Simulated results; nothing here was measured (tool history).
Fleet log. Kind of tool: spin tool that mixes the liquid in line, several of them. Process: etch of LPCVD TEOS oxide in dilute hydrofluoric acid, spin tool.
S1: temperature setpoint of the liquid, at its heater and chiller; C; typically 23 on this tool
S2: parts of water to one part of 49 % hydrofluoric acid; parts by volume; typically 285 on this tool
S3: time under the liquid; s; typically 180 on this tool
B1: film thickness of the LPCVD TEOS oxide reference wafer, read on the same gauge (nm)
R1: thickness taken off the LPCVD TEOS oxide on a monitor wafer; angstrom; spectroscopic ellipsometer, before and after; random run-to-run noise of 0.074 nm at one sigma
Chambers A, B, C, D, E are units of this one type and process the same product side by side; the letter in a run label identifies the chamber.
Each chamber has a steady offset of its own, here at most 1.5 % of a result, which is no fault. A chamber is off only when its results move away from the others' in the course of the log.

run	hour	S1	S2	S3	B1	R1
1A	7.4	23	285	180	130.03	83.958
2E	16.2	23	285	180	129.99	83.413
3D	23.3	23	285	180	130.05	84.923
4C	32.5	23	285	180	129.99	83.47
5B	40.2	23	285	180	130.02	84.601
6B	45.8	23	285	180	129.92	83.895
7E	54	23	285	180	130	82.747
8C	62.1	23	285	180	129.96	85.848
9D	69	23	285	180	130.01	83.979
10A	78.4	23	285	180	130.03	82.568
11C	86.1	23	285	180	130.01	84.425
12B	95.9	20.5	385	180	129.99	51.325
13A	104.5	20.5	385	180	129.98	50.81
# hour 106.9: chamber A: thermometer replaced
14D	109.7	20.5	385	180	129.99	52.014
15E	121.2	20.5	385	180	130.01	51.19
16E	129	20.5	385	180	129.99	51.451
# hour 134.8: chamber D: thermometer replaced
17C	136.8	23	285	180	130.03	84.329
# hour 137.5: chamber D: hydrofluoric acid flow meter replaced
18D	145.8	23	285	180	130.01	82.831
19B	151.9	23	285	180	130.05	83.977
20A	160.1	23	285	180	129.98	83.899
21C	167.5	23	160	180	130.02	171.04
22B	176.6	23	160	180	129.98	173.4
23E	187.7	23	160	180	129.98	165.24
24D	195.4	23	160	180	130.01	166.14
25A	200.6	23	160	180	130.03	168.94
26D	209.9	23	285	180	129.98	83.365
27B	217.6	23	285	180	129.95	83.967
# hour 224.3: chamber E: thermometer replaced
28E	225.9	23	285	180	130	83.644
29C	236.6	23	390	140	130.02	44.43
30A	243.4	23	390	140	129.98	43.06
31A	251.2	23	390	140	129.99	43.553
32B	258.1	23	390	140	129.98	43.052
33E	266.4	23	390	140	129.94	42.831
34C	272	23	285	180	130.02	85.579
35D	282	23	285	180	129.98	84.085
36D	288.5	23	285	180	130	84.914
37E	293.5	23	285	180	130.03	82.803
38C	300.8	23	285	180	129.99	84.399

All 5 chambers run these settings next. Forecast each chamber's results:
39A	309.2	23	285	260		?
39B	309.2	23	285	260		?
39C	309.2	23	285	260		?
39D	309.2	23	285	260		?
39E	309.2	23	285	260		?

run	R1
39A	120.68
39B	121.51
39C	124.15
39D	119.96
39E	119.65

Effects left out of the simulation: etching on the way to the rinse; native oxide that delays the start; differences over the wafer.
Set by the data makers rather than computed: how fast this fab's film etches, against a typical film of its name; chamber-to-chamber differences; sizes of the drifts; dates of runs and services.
